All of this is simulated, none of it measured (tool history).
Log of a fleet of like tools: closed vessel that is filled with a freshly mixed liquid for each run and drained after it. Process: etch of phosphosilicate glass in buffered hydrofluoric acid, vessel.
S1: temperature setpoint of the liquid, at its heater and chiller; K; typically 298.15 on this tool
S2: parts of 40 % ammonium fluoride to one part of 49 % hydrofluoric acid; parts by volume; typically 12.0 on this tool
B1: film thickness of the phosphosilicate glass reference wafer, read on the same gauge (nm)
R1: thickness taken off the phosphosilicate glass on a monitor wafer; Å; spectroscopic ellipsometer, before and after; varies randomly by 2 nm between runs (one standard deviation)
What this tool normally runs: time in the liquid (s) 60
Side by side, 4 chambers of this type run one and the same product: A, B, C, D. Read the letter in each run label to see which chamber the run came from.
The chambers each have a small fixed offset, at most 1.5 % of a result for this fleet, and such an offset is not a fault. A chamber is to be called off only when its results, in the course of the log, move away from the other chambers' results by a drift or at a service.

{"run": "1D", "hour": 6.3, "S1": 298.15, "S2": 12.0, "time in the liquid (s)": 60, "B1": 149.98, "R1": 3277.0}
{"run": "2A", "hour": 15.2, "S1": 298.15, "S2": 12.0, "time in the liquid (s)": 60, "B1": 150.01, "R1": 3264.8}
{"run": "3C", "hour": 23.9, "S1": 298.15, "S2": 12.0, "time in the liquid (s)": 60, "B1": 150.01, "R1": 3269.1}
{"run": "4B", "hour": 30.0, "S1": 298.15, "S2": 12.0, "time in the liquid (s)": 60, "B1": 149.98, "R1": 3268.5}
{"run": "5C", "hour": 36.1, "S1": 298.15, "S2": 12.0, "time in the liquid (s)": 60, "B1": 150.0, "R1": 3278.3}
{"run": "6A", "hour": 42.9, "S1": 298.15, "S2": 12.0, "time in the liquid (s)": 60, "B1": 150.01, "R1": 3266.0}
{"run": "7D", "hour": 51.1, "S1": 301.65, "S2": 14.0, "time in the liquid (s)": 60, "B1": 150.02, "R1": 3372.0}
{"run": "8B", "hour": 57.8, "S1": 301.65, "S2": 14.0, "time in the liquid (s)": 60, "B1": 150.01, "R1": 3358.0}
{"run": "9B", "hour": 65.0, "S1": 301.65, "S2": 14.0, "time in the liquid (s)": 60, "B1": 150.0, "R1": 3408.1}
{"run": "10C", "hour": 70.1, "S1": 301.65, "S2": 14.0, "time in the liquid (s)": 60, "B1": 149.98, "R1": 3405.9}
{"run": "11A", "hour": 77.8, "S1": 298.15, "S2": 12.0, "time in the liquid (s)": 60, "B1": 149.99, "R1": 3261.7}
{"run": "12D", "hour": 86.0, "S1": 298.15, "S2": 12.0, "time in the liquid (s)": 60, "B1": 150.01, "R1": 3239.4}
{"run": "13C", "hour": 93.7, "S1": 298.15, "S2": 12.0, "time in the liquid (s)": 60, "B1": 150.0, "R1": 3314.2}
{"run": "14A", "hour": 100.9, "S1": 298.15, "S2": 12.0, "time in the liquid (s)": 60, "B1": 150.01, "R1": 3260.6}
{"run": "15B", "hour": 106.7, "S1": 298.15, "S2": 12.0, "time in the liquid (s)": 60, "B1": 150.02, "R1": 3240.2}
{"run": "16D", "hour": 116.3, "S1": 298.15, "S2": 12.0, "time in the liquid (s)": 60, "B1": 150.02, "R1": 3250.5}
{"run": "17C", "hour": 122.3, "S1": 298.15, "S2": 12.0, "time in the liquid (s)": 40, "B1": 150.02, "R1": 2168.6}
{"run": "18A", "hour": 127.4, "S1": 298.15, "S2": 12.0, "time in the liquid (s)": 40, "B1": 150.03, "R1": 2171.8}
{"run": "19B", "hour": 136.2, "S1": 298.15, "S2": 12.0, "time in the liquid (s)": 40, "B1": 150.04, "R1": 2129.9}
{"run": "20D", "hour": 143.2, "S1": 298.15, "S2": 12.0, "time in the liquid (s)": 40, "B1": 149.98, "R1": 2192.2}
{"run": "21B", "hour": 152.2, "S1": 298.15, "S2": 12.0, "time in the liquid (s)": 60, "B1": 149.99, "R1": 3146.4}
{"run": "22C", "hour": 157.3, "S1": 301.15, "S2": 15.5, "time in the liquid (s)": 60, "B1": 149.96, "R1": 2998.5}
{"run": "23A", "hour": 164.9, "S1": 301.15, "S2": 15.5, "time in the liquid (s)": 60, "B1": 150.01, "R1": 2956.7}
{"run": "24D", "hour": 171.1, "S1": 301.15, "S2": 15.5, "time in the liquid (s)": 60, "B1": 149.97, "R1": 2972.8}
{"run": "25A", "hour": 180.6, "S1": 301.15, "S2": 15.5, "time in the liquid (s)": 60, "B1": 150.02, "R1": 2968.9}
{"hour": 185.1, "done": "chamber C: thermometer replaced"}
{"run": "26C", "hour": 186.7, "S1": 298.15, "S2": 12.0, "time in the liquid (s)": 60, "B1": 150.03, "R1": 3319.7}
{"run": "27B", "hour": 195.4, "S1": 301.65, "S2": 12.0, "time in the liquid (s)": 60, "B1": 149.98, "R1": 3728.7}
{"run": "28D", "hour": 199.9, "S1": 301.65, "S2": 12.0, "time in the liquid (s)": 60, "B1": 150.0, "R1": 3896.2}
{"run": "29D", "hour": 209.6, "S1": 301.65, "S2": 12.0, "time in the liquid (s)": 60, "B1": 149.99, "R1": 3917.0}
{"run": "30A", "hour": 218.1, "S1": 301.65, "S2": 12.0, "time in the liquid (s)": 60, "B1": 150.01, "R1": 3937.0}
{"run": "31B", "hour": 224.6, "S1": 298.15, "S2": 12.0, "time in the liquid (s)": 60, "B1": 149.99, "R1": 3080.4}

Decide between three cases: one chamber stands off from its peers, the gauge reading all wafers drifts, or nothing is wrong past each chamber's small offset. Where a chamber is off, say which and what most likely put it there.

Little by little, chamber B moves away from the other chambers.
Most likely cause: hydrofluoric acid flow below the setpoint (%) = 5.53.
The log might look much the same if the cause were instead: liquid colder than its thermometer reads (K).

Below are 4 candidate recipes for chamber B's next run, each the usual settings with a change, their results shown as question marks. Which of them brings B's results back in line with what the other chambers give on the usual settings?
Maximum distance from the other chambers' mean on the usual settings for a result to count as in line: R1 71.0 Å
{"run": "32B-1", "hour": 231.9, "S1": 299.15, "S2": 12.0, "time in the liquid (s)": 60, "R1": "?"}
{"run": "32B-2", "hour": 231.9, "S1": 297.65, "S2": 12.0, "time in the liquid (s)": 60, "R1": "?"}
{"run": "32B-3", "hour": 231.9, "S1": 298.65, "S2": 12.0, "time in the liquid (s)": 60, "R1": "?"}
{"run": "32B-4", "hour": 231.9, "S1": 297.65, "S2": 12.5, "time in the liquid (s)": 60, "R1": "?"}

Usual-settings mean across the other chambers: R1 3263.1 Å
run=32B-1 R1=3243.2
run=32B-2 R1=2988.6
run=32B-3 R1=3156.8
run=32B-4 R1=2869.8
The answer is 32B-1, which returns the chamber to within the allowed miss of the others.
